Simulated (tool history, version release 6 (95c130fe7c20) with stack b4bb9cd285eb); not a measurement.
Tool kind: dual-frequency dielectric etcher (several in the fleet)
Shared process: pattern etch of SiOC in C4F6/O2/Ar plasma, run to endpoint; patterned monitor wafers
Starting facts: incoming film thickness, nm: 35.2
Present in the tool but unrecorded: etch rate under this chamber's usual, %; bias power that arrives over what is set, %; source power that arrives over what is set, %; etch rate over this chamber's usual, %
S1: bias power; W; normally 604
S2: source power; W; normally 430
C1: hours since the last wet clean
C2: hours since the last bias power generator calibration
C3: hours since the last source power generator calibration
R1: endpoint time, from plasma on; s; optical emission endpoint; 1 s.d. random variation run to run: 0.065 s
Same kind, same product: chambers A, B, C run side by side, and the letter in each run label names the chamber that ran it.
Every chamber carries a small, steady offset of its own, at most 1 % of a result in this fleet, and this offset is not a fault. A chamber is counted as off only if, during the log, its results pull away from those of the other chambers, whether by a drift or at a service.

Run 1B, day 0.229: usual settings; C1 299.7; C2 2338.6; C3 3070.6. Result: R1 10.690 s.
Run 2C, day 0.533: usual settings; C1 297.0; C2 1726.3; C3 1180.2. Result: R1 10.889 s.
Run 3A, day 0.812: usual settings; C1 146.5; C2 1823.3; C3 1438.4. Result: R1 10.718 s.
Run 4C, day 0.975: usual settings; C1 307.6; C2 1736.9; C3 1190.8. Result: R1 10.783 s.
Run 5A, day 1.200: usual settings but S1 543 W; C1 155.8; C2 1832.6; C3 1447.7. Result: R1 11.323 s.
Run 6B, day 1.462: usual settings but S1 543 W; C1 329.3; C2 2368.2; C3 3100.2. Result: R1 11.108 s.
Run 7A, day 1.721: usual settings but S1 543 W; C1 168.3; C2 1845.1; C3 1460.2. Result: R1 11.329 s.
Run 8B, day 1.883: usual settings; C1 339.4; C2 2378.3; C3 3110.3. Result: R1 10.800 s.
Run 9C, day 2.154: usual settings; C1 335.9; C2 1765.2; C3 1219.1. Result: R1 10.765 s.
Run 10C, day 2.304: usual settings but S1 504 W, S2 480 W; C1 339.5; C2 1768.8; C3 1222.7. Result: R1 11.059 s.
Run 11A, day 2.533: usual settings but S1 504 W, S2 480 W; C1 187.8; C2 1864.6; C3 1479.7. Result: R1 11.010 s.
Run 12B, day 2.796: usual settings but S1 504 W, S2 480 W; C1 361.3; C2 2400.2; C3 3132.2. Result: R1 11.021 s.
Run 13C, day 2.954: usual settings; C1 355.1; C2 1784.4; C3 1238.3. Result: R1 10.956 s.
Run 14A, day 3.183: usual settings; C1 203.4; C2 1880.2; C3 1495.3. Result: R1 10.694 s.
Run 15B, day 3.371: usual settings; C1 375.1; C2 2414.0; C3 3146.0. Result: R1 10.781 s.
Run 16C, day 3.517: usual settings; C1 368.6; C2 1797.9; C3 1251.8. Result: R1 10.896 s.
Run 17A, day 3.658: usual settings; C1 214.8; C2 1891.6; C3 1506.7. Result: R1 10.841 s.
At day 3.738: chamber B: wet clean of the chamber.
Run 18B, day 3.829: usual settings but S2 370 W; C1 2.2; C2 2425.0; C3 3157.0. Result: R1 11.284 s.
Run 19B, day 4.050: usual settings but S2 370 W; C1 7.5; C2 2430.3; C3 3162.3. Result: R1 11.381 s.
Run 20A, day 4.238: usual settings but S2 370 W; C1 228.7; C2 1905.5; C3 1520.6. Result: R1 11.490 s.
Run 21C, day 4.562: usual settings; C1 393.7; C2 1823.0; C3 1276.9. Result: R1 10.841 s.
Run 22B, day 4.875: usual settings; C1 27.3; C2 2450.1; C3 3182.1. Result: R1 10.683 s.
Run 23C, day 5.017: usual settings; C1 404.6; C2 1833.9; C3 1287.8. Result: R1 10.866 s.

One chamber off, gauge drift, or nothing amiss beyond the chambers' own small offsets? If it is a chamber, which one, and what is the likeliest cause?

Beyond each chamber's small constant offset nothing stands out, and the gauge stays steady.

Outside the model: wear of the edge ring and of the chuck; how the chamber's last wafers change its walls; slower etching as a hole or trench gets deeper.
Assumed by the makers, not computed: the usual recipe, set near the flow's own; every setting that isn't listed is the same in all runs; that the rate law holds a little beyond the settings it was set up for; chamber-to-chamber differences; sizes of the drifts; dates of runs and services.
